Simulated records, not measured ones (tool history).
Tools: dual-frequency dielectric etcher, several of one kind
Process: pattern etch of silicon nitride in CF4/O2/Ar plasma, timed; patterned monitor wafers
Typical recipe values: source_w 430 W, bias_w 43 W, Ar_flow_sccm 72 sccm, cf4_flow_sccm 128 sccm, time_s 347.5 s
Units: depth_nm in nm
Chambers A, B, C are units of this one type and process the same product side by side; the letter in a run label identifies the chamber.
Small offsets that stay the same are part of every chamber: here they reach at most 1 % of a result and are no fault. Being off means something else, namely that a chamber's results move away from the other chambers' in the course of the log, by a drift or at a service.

run,hour,source_w,bias_w,Ar_flow_sccm,cf4_flow_sccm,time_s,"read-back reference wafer on the same gauge, depth_nm",depth_nm
1C,13.1,430,43,72,128,347.5,625.84,584.37
2B,26.6,430,43,72,128,347.5,625.78,585.77
3A,38.9,430,43,72,128,347.5,625.64,577.73
4C,51.5,430,43,72,128,347.5,625.59,582.31
5B,66.9,430,43,72,128,347.5,625.45,586.78
6A,80.6,430,43,72,128,347.5,625.56,577.42
7A,94.6,430,43,72,128,347.5,625.34,578.76
8B,103.3,430,43,89,128,404.0,625.23,667.38
# hour 107.2: chamber A: wet clean of the chamber
9C,113.2,430,43,89,128,404.0,624.91,660.41
10B,120.5,430,43,89,128,404.0,625.10,667.24
11A,131.9,430,43,72,128,347.5,624.95,577.58
12C,142.0,430,43,72,128,347.5,624.67,583.49
13A,154.5,430,43,72,128,347.5,624.70,577.76
14C,168.6,430,43,72,128,347.5,624.61,579.39
15B,183.9,430,43,72,128,347.5,624.63,584.87
16B,196.1,430,43,72,128,347.5,624.47,585.24
17C,210.3,510,43,72,128,347.5,624.34,675.36
18A,222.4,510,43,72,128,347.5,624.06,671.27
19C,235.7,510,43,72,128,347.5,624.15,676.09
20A,246.8,430,43,72,128,347.5,624.05,576.82
21B,255.6,430,43,72,128,347.5,623.77,583.52
22A,270.9,430,43,72,158,382.5,623.64,645.35
23C,280.9,430,43,72,158,382.5,623.50,652.18
24B,290.2,430,43,72,158,382.5,623.60,656.49
25A,298.6,430,43,72,128,347.5,623.45,576.10
# hour 303.8: chamber C: wet clean of the chamber
26B,309.3,430,43,72,128,347.5,623.63,582.70
27C,324.7,430,43,72,128,347.5,623.21,580.28
28A,336.0,430,43,72,128,347.5,623.06,577.72
29B,348.7,430,43,72,128,347.5,622.97,583.81
30C,357.4,430,43,72,128,347.5,622.97,578.99
31A,365.1,430,43,72,128,347.5,622.90,577.45
32B,374.6,430,43,72,128,347.5,622.67,582.76
33C,387.5,430,43,72,128,347.5,622.83,580.14
34A,396.3,430,43,72,128,347.5,622.87,574.80
35B,405.4,430,43,72,128,347.5,622.87,582.58
36C,419.7,430,43,72,128,347.5,622.66,578.09
37B,432.0,510,43,72,144,347.5,622.42,689.42

Decide between three cases: one chamber stands off from its peers, the gauge reading all wafers drifts, or nothing is wrong past each chamber's small offset. Where a chamber is off, say which and what most likely put it there.

Gauge drift. The chambers move together only on paper, and none stands off.
Most likely cause: gauge reads low (%) = 0.579.

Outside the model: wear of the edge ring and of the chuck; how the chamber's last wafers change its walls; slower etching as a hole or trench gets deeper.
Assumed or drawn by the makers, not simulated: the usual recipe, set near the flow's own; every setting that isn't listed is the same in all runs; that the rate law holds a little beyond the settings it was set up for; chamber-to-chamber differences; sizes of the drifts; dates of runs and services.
